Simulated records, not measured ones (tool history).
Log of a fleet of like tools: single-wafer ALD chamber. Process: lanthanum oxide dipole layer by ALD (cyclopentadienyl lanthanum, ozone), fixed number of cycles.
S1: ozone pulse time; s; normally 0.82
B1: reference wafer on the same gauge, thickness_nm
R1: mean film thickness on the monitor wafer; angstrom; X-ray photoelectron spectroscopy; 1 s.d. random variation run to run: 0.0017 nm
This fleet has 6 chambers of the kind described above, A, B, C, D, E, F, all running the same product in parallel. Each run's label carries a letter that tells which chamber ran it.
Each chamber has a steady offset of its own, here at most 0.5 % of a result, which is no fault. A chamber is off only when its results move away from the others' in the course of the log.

run	hour	S1	B1	R1
1E	4.9	0.82	0.50792	4.6607
2A	9.3	0.82	0.50772	4.6325
3D	17.1	0.82	0.50805	4.6618
4C	22.1	0.82	0.50859	4.7022
5F	30.3	0.82	0.50776	4.6225
6B	37.3	0.82	0.50789	4.6627
7C	45.1	0.82	0.50826	4.6805
8F	53.8	0.82	0.50834	4.6096
9A	61.9	0.82	0.50827	4.6325
10D	69.8	0.82	0.50849	4.6505
11B	74.4	0.98	0.50819	4.9565
12E	79.6	0.98	0.50748	4.9491
13D	87.8	0.98	0.50785	4.9356
14F	93.7	0.98	0.50790	4.9312
15B	101.3	0.98	0.50804	4.9128
16E	106.6	0.98	0.50841	4.9656
# hour 113.3: chamber A: thermocouple changed; heater temperature recalibrated
17C	113.4	0.82	0.50783	4.6839
18A	119.3	0.82	0.50828	4.6054
19C	124.1	0.82	0.50796	4.6774
20D	132.6	0.82	0.50837	4.6709
21B	137.1	0.82	0.50817	4.6833
# hour 140.8: chamber C: thermocouple changed; heater temperature recalibrated
22A	142.3	0.82	0.50800	4.5995
23F	150.0	0.82	0.50741	4.6472
24E	158.0	0.82	0.50863	4.6469
25D	165.7	0.82	0.50780	4.6561
26F	173.4	0.82	0.50812	4.6066
27E	181.4	0.60	0.50789	4.0560
28C	188.1	0.60	0.50805	4.0472
29A	195.9	0.60	0.50809	3.9583
30B	205.1	0.60	0.50773	4.0588
31B	209.9	0.60	0.50805	4.0702
32E	214.0	0.60	0.50800	4.0310
33D	219.4	0.82	0.50800	4.6796
34C	225.0	0.82	0.50770	4.6852
35F	230.6	0.82	0.50793	4.6378
36A	238.9	0.82	0.50780	4.4939
# hour 241.7: chamber F: ozone generator serviced
37E	244.4	0.82	0.50751	4.6329
38F	252.0	0.82	0.50789	4.6392
39B	259.4	1.06	0.50763	5.0730
40C	266.1	1.06	0.50793	5.1102

Each of the 6 chambers runs these same settings next. Fill in every chamber's results:
41A	272.7	0.97		?
41B	272.7	0.97		?
41C	272.7	0.97		?
41D	272.7	0.97		?
41E	272.7	0.97		?
41F	272.7	0.97		?

run	R1
41A	4.7720
41B	4.9395
41C	4.9731
41D	4.9641
41E	4.9219
41F	4.9281

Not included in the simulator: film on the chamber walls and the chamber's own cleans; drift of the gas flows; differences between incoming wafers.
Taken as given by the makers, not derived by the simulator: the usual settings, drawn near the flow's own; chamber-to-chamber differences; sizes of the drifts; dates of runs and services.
